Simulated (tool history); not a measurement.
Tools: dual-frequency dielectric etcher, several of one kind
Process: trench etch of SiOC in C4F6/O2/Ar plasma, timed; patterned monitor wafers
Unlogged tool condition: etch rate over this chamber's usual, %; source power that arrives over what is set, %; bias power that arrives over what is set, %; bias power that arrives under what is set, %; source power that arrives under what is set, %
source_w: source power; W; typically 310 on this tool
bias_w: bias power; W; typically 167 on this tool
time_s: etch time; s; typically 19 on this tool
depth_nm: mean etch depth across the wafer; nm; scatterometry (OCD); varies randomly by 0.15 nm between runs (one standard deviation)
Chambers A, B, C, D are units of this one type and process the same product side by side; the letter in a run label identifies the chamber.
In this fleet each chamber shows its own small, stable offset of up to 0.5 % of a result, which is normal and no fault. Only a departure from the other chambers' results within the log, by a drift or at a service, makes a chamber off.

| run | hour | source_w | bias_w | time_s | hours since the last wet clean | hours since the last source power generator calibration | hours since the last bias power generator calibration | read-back reference wafer on the same gauge, depth_nm | depth_nm |
|---|---|---|---|---|---|---|---|---|---|
| 1D | 3.1 | 310 | 167 | 19 | 261.3 | 33.2 | 2044.9 | 37.196 | 34.617 |
| 2A | 8.3 | 310 | 167 | 19 | 469.4 | 3660.6 | 1197.2 | 37.206 | 34.784 |
|  | 12.2 | chamber A: wet clean of the chamber |
| 3B | 14.8 | 310 | 167 | 19 | 363.9 | 1612.0 | 1301.2 | 37.171 | 34.769 |
| 4C | 20.3 | 310 | 167 | 19 | 302.5 | 1190.9 | 800.9 | 37.232 | 34.754 |
| 5B | 26.4 | 310 | 167 | 19 | 375.5 | 1623.6 | 1312.8 | 37.206 | 34.877 |
| 6A | 30.2 | 310 | 167 | 19 | 18.1 | 3682.5 | 1219.1 | 37.205 | 35.008 |
| 7D | 36.1 | 310 | 134 | 19 | 294.3 | 66.2 | 2077.9 | 37.214 | 32.249 |
| 8C | 40.6 | 310 | 134 | 19 | 322.8 | 1211.2 | 821.2 | 37.235 | 32.853 |
| 9B | 45.9 | 310 | 134 | 19 | 395.0 | 1643.1 | 1332.3 | 37.161 | 32.554 |
| 10C | 50.7 | 310 | 134 | 19 | 332.9 | 1221.3 | 831.3 | 37.192 | 32.698 |
| 11D | 56.2 | 310 | 167 | 19 | 314.4 | 86.3 | 2098.0 | 37.207 | 34.609 |
| 12A | 59.3 | 310 | 167 | 19 | 47.2 | 3711.6 | 1248.2 | 37.219 | 34.693 |
| 13A | 63.6 | 310 | 167 | 19 | 51.5 | 3715.9 | 1252.5 | 37.175 | 34.979 |
|  | 67.2 | chamber C: wet clean of the chamber |
| 14C | 68.8 | 310 | 167 | 19 | 1.6 | 1239.4 | 849.4 | 37.234 | 36.152 |
| 15D | 74.9 | 310 | 167 | 19 | 333.1 | 105.0 | 2116.7 | 37.205 | 34.527 |
| 16B | 81.0 | 310 | 167 | 19 | 430.1 | 1678.2 | 1367.4 | 37.224 | 34.876 |
| 17B | 85.2 | 310 | 167 | 19 | 434.3 | 1682.4 | 1371.6 | 37.215 | 34.601 |
| 18C | 89.4 | 310 | 167 | 19 | 22.2 | 1260.0 | 870.0 | 37.138 | 35.940 |
| 19D | 95.8 | 310 | 167 | 19 | 354.0 | 125.9 | 2137.6 | 37.201 | 34.733 |
| 20A | 98.9 | 310 | 167 | 19 | 86.8 | 3751.2 | 1287.8 | 37.186 | 35.205 |
| 21B | 102.4 | 350 | 192 | 19 | 451.5 | 1699.6 | 1388.8 | 37.161 | 38.195 |
| 22D | 107.9 | 350 | 192 | 19 | 366.1 | 138.0 | 2149.7 | 37.180 | 38.244 |
| 23C | 113.5 | 350 | 192 | 19 | 46.3 | 1284.1 | 894.1 | 37.189 | 39.553 |
| 24A | 118.4 | 350 | 192 | 19 | 106.3 | 3770.7 | 1307.3 | 37.214 | 38.175 |
| 25C | 124.6 | 340 | 167 | 19 | 57.4 | 1295.2 | 905.2 | 37.193 | 37.336 |
| 26B | 130.1 | 340 | 167 | 19 | 479.2 | 1727.3 | 1416.5 | 37.197 | 35.975 |
| 27A | 133.4 | 340 | 167 | 19 | 121.3 | 3785.7 | 1322.3 | 37.165 | 36.467 |
| 28D | 139.0 | 340 | 167 | 19 | 397.2 | 169.1 | 2180.8 | 37.215 | 36.263 |
| 29D | 144.5 | 310 | 167 | 19 | 402.7 | 174.6 | 2186.3 | 37.222 | 34.843 |
| 30B | 150.6 | 310 | 167 | 19 | 499.7 | 1747.8 | 1437.0 | 37.184 | 34.958 |
| 31C | 154.7 | 310 | 167 | 19 | 87.5 | 1325.3 | 935.3 | 37.169 | 36.108 |
| 32A | 159.7 | 310 | 167 | 19 | 147.6 | 3812.0 | 1348.6 | 37.188 | 34.951 |

Predict what each chamber gives when all 4 of them run the settings below next.
| 33A | 164.5 | 310 | 167 | 19 |  |  |  |  | ? |
| 33B | 164.5 | 310 | 167 | 19 |  |  |  |  | ? |
| 33C | 164.5 | 310 | 167 | 19 |  |  |  |  | ? |
| 33D | 164.5 | 310 | 167 | 19 |  |  |  |  | ? |

| run | depth_nm |
|---|---|
| 33A | 34.748 |
| 33B | 34.639 |
| 33C | 36.085 |
| 33D | 34.598 |

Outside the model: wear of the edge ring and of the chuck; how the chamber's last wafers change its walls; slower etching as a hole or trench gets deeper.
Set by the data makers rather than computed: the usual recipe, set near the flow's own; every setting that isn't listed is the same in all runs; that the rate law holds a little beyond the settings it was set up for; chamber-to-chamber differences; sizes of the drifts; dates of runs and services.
